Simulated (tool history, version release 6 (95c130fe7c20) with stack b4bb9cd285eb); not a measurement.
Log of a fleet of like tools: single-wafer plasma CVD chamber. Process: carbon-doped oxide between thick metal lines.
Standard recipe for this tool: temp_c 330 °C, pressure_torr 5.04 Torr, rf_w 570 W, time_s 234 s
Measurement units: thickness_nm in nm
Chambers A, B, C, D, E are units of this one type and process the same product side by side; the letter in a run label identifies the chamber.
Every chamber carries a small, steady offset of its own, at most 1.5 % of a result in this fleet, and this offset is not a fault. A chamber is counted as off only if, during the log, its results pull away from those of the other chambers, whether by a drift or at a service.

run,hour,temp_c,pressure_torr,rf_w,time_s,"read-back reference wafer on the same gauge, thickness_nm",thickness_nm
1A,2.8,330,5.04,570,234,1390.1,1365.2
2D,5.5,330,5.04,570,234,1391.1,1364.8
3E,8.6,330,5.04,570,234,1389.7,1348.9
4B,11.0,330,5.04,570,234,1389.9,1343.4
5C,14.8,330,5.04,570,234,1389.7,1367.6
6B,19.3,330,5.04,570,234,1390.0,1342.6
7D,24.0,330,5.04,570,234,1389.5,1366.5
8C,26.4,330,5.04,570,234,1389.6,1368.1
9A,31.0,330,5.04,570,234,1389.6,1360.0
10E,35.1,330,5.04,570,234,1389.4,1351.9
11A,37.5,330,5.04,570,234,1389.8,1356.1
# hour 37.9: chamber D: RF generator calibrated
12B,41.2,330,5.04,570,234,1389.7,1346.2
13D,46.1,330,5.04,570,234,1389.6,1368.2
14C,49.8,330,5.04,570,234,1390.4,1362.7
15E,54.7,330,6.12,570,214,1390.0,1262.3
16A,57.6,330,6.12,570,214,1390.1,1279.4
17B,62.2,330,6.12,570,214,1390.2,1263.9
18E,66.8,330,6.12,570,214,1389.8,1269.5
19D,71.8,330,6.12,570,214,1390.1,1285.2
20C,75.8,335,5.04,465,234,1390.2,1180.0
21A,80.1,335,5.04,465,234,1389.1,1183.1
22C,85.0,335,5.04,465,234,1390.6,1177.9
23D,89.1,335,5.04,465,234,1390.6,1182.5
24B,92.9,335,5.04,465,234,1389.5,1173.2
25E,96.1,330,5.04,570,234,1390.0,1351.3
26C,99.6,330,5.04,570,234,1390.1,1352.5
27E,102.7,330,5.04,570,234,1390.2,1349.7
28D,105.4,330,5.04,570,234,1390.8,1366.9
29B,110.5,330,5.04,570,234,1390.6,1346.9
30A,114.7,330,5.04,570,234,1390.2,1363.3
31D,118.2,330,5.04,570,234,1389.9,1367.1
32E,122.9,330,5.04,570,234,1390.2,1345.6
33A,126.0,330,5.04,570,234,1389.5,1358.6
34B,129.6,330,5.04,570,234,1390.1,1347.4
35C,134.3,330,5.04,570,234,1390.1,1345.9
36E,139.1,330,5.04,570,234,1389.6,1347.5
37A,142.7,330,5.04,570,234,1390.2,1361.8
38C,145.1,330,5.04,570,234,1390.3,1343.3

Has any chamber moved away from the others, gradually or after a service, or does the common gauge drift, or do the chambers differ only by their own small steady offsets? State the chamber and the most likely cause if one applies.

It is chamber C that slowly wanders off from its peers.
Likeliest cause: delivered RF power below the setpoint (%) = 3.26.
The log may not separate it from: wafer temperature above the value expected at the setpoint (K).

Below are 4 candidate recipes for chamber C's next run, each the usual settings with a change, their results shown as question marks. Which of them brings C's results back in line with what the other chambers give on the usual settings?
Counts as in line when no further than this from what the other chambers average on the usual settings: thickness_nm 11.0 nm
39C-1,148.9,330,5.04,565,229,,?
39C-2,148.9,330,5.05,575,236,,?
39C-3,148.9,330,5.04,575,239,,?
39C-4,148.9,330,5.04,570,231,,?

The other chambers' mean on the usual settings: thickness_nm 1356.2 nm
run,thickness_nm
39C-1,1303.1
39C-2,1357.6
39C-3,1374.4
39C-4,1321.6
39C-2 brings the chamber back in line.

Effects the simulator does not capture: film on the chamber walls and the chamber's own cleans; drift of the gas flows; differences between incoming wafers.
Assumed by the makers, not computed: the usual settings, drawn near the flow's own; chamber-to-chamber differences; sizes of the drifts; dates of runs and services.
